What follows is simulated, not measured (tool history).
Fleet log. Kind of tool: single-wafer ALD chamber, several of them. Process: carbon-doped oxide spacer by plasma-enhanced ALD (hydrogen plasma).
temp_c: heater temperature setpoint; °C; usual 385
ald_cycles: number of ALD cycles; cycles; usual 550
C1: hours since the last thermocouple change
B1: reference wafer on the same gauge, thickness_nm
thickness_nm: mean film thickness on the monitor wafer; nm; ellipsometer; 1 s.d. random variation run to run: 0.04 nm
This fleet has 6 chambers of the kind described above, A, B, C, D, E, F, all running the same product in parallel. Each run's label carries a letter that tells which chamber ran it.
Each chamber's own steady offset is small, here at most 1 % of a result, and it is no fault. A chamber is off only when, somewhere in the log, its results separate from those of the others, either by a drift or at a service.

{"run": "1D", "hour": 3.3, "temp_c": 385, "ald_cycles": 550, "C1": 1700.4, "B1": 24.903, "thickness_nm": 27.557}
{"run": "2C", "hour": 6.1, "temp_c": 385, "ald_cycles": 550, "C1": 59.9, "B1": 24.914, "thickness_nm": 27.2}
{"run": "3E", "hour": 9.2, "temp_c": 385, "ald_cycles": 550, "C1": 732.9, "B1": 24.909, "thickness_nm": 27.686}
{"run": "4B", "hour": 13.1, "temp_c": 385, "ald_cycles": 550, "C1": 759.5, "B1": 24.917, "thickness_nm": 27.588}
{"run": "5A", "hour": 16.4, "temp_c": 385, "ald_cycles": 550, "C1": 840.8, "B1": 24.913, "thickness_nm": 27.278}
{"run": "6F", "hour": 18.2, "temp_c": 398, "ald_cycles": 500, "C1": 1054.6, "B1": 24.915, "thickness_nm": 25.09}
{"run": "7F", "hour": 21.9, "temp_c": 398, "ald_cycles": 500, "C1": 1058.3, "B1": 24.926, "thickness_nm": 25.114}
{"run": "8E", "hour": 24.7, "temp_c": 398, "ald_cycles": 500, "C1": 748.4, "B1": 24.929, "thickness_nm": 25.218}
{"run": "9D", "hour": 27.6, "temp_c": 398, "ald_cycles": 500, "C1": 1724.7, "B1": 24.944, "thickness_nm": 25.016}
{"run": "10C", "hour": 30.8, "temp_c": 398, "ald_cycles": 500, "C1": 84.6, "B1": 24.938, "thickness_nm": 24.855}
{"run": "11A", "hour": 34.9, "temp_c": 398, "ald_cycles": 500, "C1": 859.3, "B1": 24.938, "thickness_nm": 24.884}
{"run": "12B", "hour": 37.3, "temp_c": 385, "ald_cycles": 550, "C1": 783.7, "B1": 24.936, "thickness_nm": 27.551}
{"run": "13C", "hour": 40.7, "temp_c": 385, "ald_cycles": 550, "C1": 94.5, "B1": 24.952, "thickness_nm": 27.271}
{"run": "14D", "hour": 44.4, "temp_c": 385, "ald_cycles": 550, "C1": 1741.5, "B1": 24.954, "thickness_nm": 27.559}
{"run": "15B", "hour": 47.1, "temp_c": 385, "ald_cycles": 550, "C1": 793.5, "B1": 24.96, "thickness_nm": 27.612}
{"run": "16A", "hour": 50.9, "temp_c": 385, "ald_cycles": 550, "C1": 875.3, "B1": 24.96, "thickness_nm": 27.293}
{"run": "17E", "hour": 53.1, "temp_c": 385, "ald_cycles": 550, "C1": 776.8, "B1": 24.962, "thickness_nm": 27.752}
{"run": "18F", "hour": 57.1, "temp_c": 396, "ald_cycles": 550, "C1": 1093.5, "B1": 24.97, "thickness_nm": 27.701}
{"run": "19E", "hour": 60.7, "temp_c": 396, "ald_cycles": 550, "C1": 784.4, "B1": 24.979, "thickness_nm": 27.716}
{"run": "20D", "hour": 64.2, "temp_c": 396, "ald_cycles": 550, "C1": 1761.3, "B1": 24.981, "thickness_nm": 27.594}
{"run": "21C", "hour": 68.1, "temp_c": 396, "ald_cycles": 550, "C1": 121.9, "B1": 24.991, "thickness_nm": 27.287}
{"run": "22A", "hour": 71.6, "temp_c": 396, "ald_cycles": 550, "C1": 896, "B1": 24.991, "thickness_nm": 27.338}
{"run": "23F", "hour": 74.4, "temp_c": 396, "ald_cycles": 550, "C1": 1110.8, "B1": 24.986, "thickness_nm": 27.636}
{"run": "24B", "hour": 77.3, "temp_c": 385, "ald_cycles": 550, "C1": 823.7, "B1": 24.995, "thickness_nm": 27.652}
{"run": "25A", "hour": 79.5, "temp_c": 385, "ald_cycles": 550, "C1": 903.9, "B1": 25.006, "thickness_nm": 27.33}
{"run": "26E", "hour": 81.6, "temp_c": 385, "ald_cycles": 550, "C1": 805.3, "B1": 24.999, "thickness_nm": 27.823}
{"run": "27B", "hour": 84.7, "temp_c": 385, "ald_cycles": 626, "C1": 831.1, "B1": 25, "thickness_nm": 31.554}
{"run": "28D", "hour": 87.6, "temp_c": 385, "ald_cycles": 626, "C1": 1784.7, "B1": 25.01, "thickness_nm": 31.399}
{"run": "29C", "hour": 90.3, "temp_c": 385, "ald_cycles": 626, "C1": 144.1, "B1": 25.013, "thickness_nm": 31.196}
{"run": "30F", "hour": 94.4, "temp_c": 385, "ald_cycles": 626, "C1": 1130.8, "B1": 25.016, "thickness_nm": 31.508}
{"run": "31A", "hour": 96.3, "temp_c": 385, "ald_cycles": 626, "C1": 920.7, "B1": 25.029, "thickness_nm": 31.21}
{"run": "32B", "hour": 99.4, "temp_c": 385, "ald_cycles": 626, "C1": 845.8, "B1": 25.027, "thickness_nm": 31.598}
{"run": "33F", "hour": 101.7, "temp_c": 385, "ald_cycles": 583, "C1": 1138.1, "B1": 25.031, "thickness_nm": 29.414}
{"run": "34E", "hour": 105.2, "temp_c": 385, "ald_cycles": 583, "C1": 828.9, "B1": 25.029, "thickness_nm": 29.474}
{"run": "35D", "hour": 108.5, "temp_c": 385, "ald_cycles": 583, "C1": 1805.6, "B1": 25.043, "thickness_nm": 29.329}
{"run": "36C", "hour": 110.9, "temp_c": 385, "ald_cycles": 583, "C1": 164.7, "B1": 25.036, "thickness_nm": 29.038}
{"run": "37A", "hour": 114.5, "temp_c": 385, "ald_cycles": 583, "C1": 938.9, "B1": 25.04, "thickness_nm": 29.054}
{"run": "38F", "hour": 117.6, "temp_c": 385, "ald_cycles": 583, "C1": 1154, "B1": 25.05, "thickness_nm": 29.359}

What goes on in this fleet: one chamber off, a drifting gauge, or nothing beyond the chambers' own small offsets? Name the chamber and the cause, if any.

Every chamber seems to shift together because the gauge that measures them all drifts; the chambers themselves are fine.
Likeliest cause: gauge reads high (%) = 0.598.
